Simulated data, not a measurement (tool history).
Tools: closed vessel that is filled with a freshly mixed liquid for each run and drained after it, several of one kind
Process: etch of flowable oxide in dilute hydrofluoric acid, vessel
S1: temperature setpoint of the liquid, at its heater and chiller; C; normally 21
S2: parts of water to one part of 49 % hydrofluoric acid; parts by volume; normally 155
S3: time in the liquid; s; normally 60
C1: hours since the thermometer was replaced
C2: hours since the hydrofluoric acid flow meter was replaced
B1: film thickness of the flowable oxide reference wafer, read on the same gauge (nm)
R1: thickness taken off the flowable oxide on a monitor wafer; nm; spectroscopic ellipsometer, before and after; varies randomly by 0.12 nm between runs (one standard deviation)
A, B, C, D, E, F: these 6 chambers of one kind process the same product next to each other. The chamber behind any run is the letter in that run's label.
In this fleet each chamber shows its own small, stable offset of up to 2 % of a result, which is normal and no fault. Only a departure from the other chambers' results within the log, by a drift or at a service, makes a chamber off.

run   hour  S1   S2  S3      C1      C2      B1      R1
 1B   11.4  21  155  60  1301.0   442.2  109.98  12.999
 2D   25.3  21  155  60   243.2   609.3  109.99  13.174
 3C   31.8  21  155  60  1183.8   855.5  109.99  12.992
 4E   42.0  21  155  60  1274.3   332.0  110.01  13.143
 5F   50.4  21  155  60  1655.9  1454.0  110.01  12.961
 6A   58.8  21  155  60   319.4   873.0  109.99  13.384
 7E   67.0  21  155  60  1299.3   357.0  110.00  13.014
 8C   73.9  21  155  60  1225.9   897.6  110.00  12.859
 9F   84.3  21  155  60  1689.8  1487.9  110.00  13.167
10B   93.6  21  155  60  1383.2   524.4  110.01  12.894
11D  100.1  21  155  75   318.0   684.1  110.01  16.582
12A  109.3  21  155  75   369.9   923.5  109.99  16.489
     113.2  -- chamber E: thermometer replaced
13D  118.4  21  155  75   336.3   702.4  109.99  16.572
14B  129.1  21  155  75  1418.7   559.9  110.00  16.150
15F  142.9  21  155  75  1748.4  1546.5  109.98  16.218
16E  151.5  21  155  75    38.3   441.5  110.00  16.369
17C  158.6  21  155  60  1310.6   982.3  110.00  13.058
18A  170.4  21  155  60   431.0   984.6  110.00  13.115
19E  180.2  21  155  60    67.0   470.2  110.00  13.116
20F  194.4  21  155  60  1799.9  1598.0  110.00  13.401
21B  203.9  21  155  60  1493.5   634.7  110.00  13.043
22C  215.5  21  155  60  1367.5  1039.2  109.99  12.758
23A  226.6  21  155  60   487.2  1040.8  110.00  13.177
     232.7  -- chamber D: hydrofluoric acid flow meter replaced
24D  237.3  21  155  60   455.2     4.7  109.97  13.382
25C  245.7  21  155  60  1397.7  1069.4  110.01  13.184
26A  253.2  21  155  60   513.8  1067.4  110.00  13.140
27B  261.2  21  155  60  1550.8   692.0  109.98  12.962
28D  272.4  21  155  60   490.3    39.8  110.02  13.113
29F  278.6  21  155  60  1884.1  1682.2  110.00  13.137
30E  291.9  21  155  60   178.7   581.9  110.00  12.659
31C  302.5  21  155  60  1454.5  1126.2  110.01  13.123
32F  312.6  21  155  60  1918.1  1716.2  110.02  13.229
33D  321.5  21  155  60   539.4    88.9  110.02  13.545
34A  333.1  21  155  60   593.7  1147.3  110.00  13.261
35B  340.5  21  155  60  1630.1   771.3  109.98  13.101
36E  347.0  21  155  60   233.8   637.0  110.00  12.203
37E  357.9  21  155  60   244.7   647.9  109.99  12.131
38C  368.8  21  155  60  1520.8  1192.5  109.99  13.088
39F  380.5  21  155  60  1986.0  1784.1  109.99  12.987
40B  388.7  21  155  60  1678.3   819.5  110.00  12.912
41D  398.7  21  155  60   616.6   166.1  110.00  13.479
42A  407.6  21  155  60   668.2  1221.8  110.00  13.121

Which is it: a chamber that has drifted or been left off by a service, a gauge drift common to all chambers, or only each chamber's usual small offset? If a chamber is off, name it and its likeliest cause.

It is chamber E that slowly wanders off from its peers.
Likeliest cause: hydrofluoric acid flow below the setpoint (%) = 8.01.
With only this log, it may be confused with: liquid colder than its thermometer reads (K).

Which of the 4 candidates below, each the usual settings with something changed and its results left as question marks, puts chamber E back in line with what the other chambers give on the usual settings?
A result is in line if it is within this distance of the other chambers' mean on the usual settings: R1 0.400 nm
43E-1  417.7  21.0  150  60               ?
43E-2  417.7  21.5  155  65               ?
43E-3  417.7  21.0  160  60               ?
43E-4  417.7  18.5  155  60               ?

Mean of the other chambers on the usual settings: R1 13.155 nm
  run      R1
43E-1  12.318
43E-2  13.094
43E-3  11.420
43E-4  10.737
It is 43E-2 that realigns the chamber with its peers.

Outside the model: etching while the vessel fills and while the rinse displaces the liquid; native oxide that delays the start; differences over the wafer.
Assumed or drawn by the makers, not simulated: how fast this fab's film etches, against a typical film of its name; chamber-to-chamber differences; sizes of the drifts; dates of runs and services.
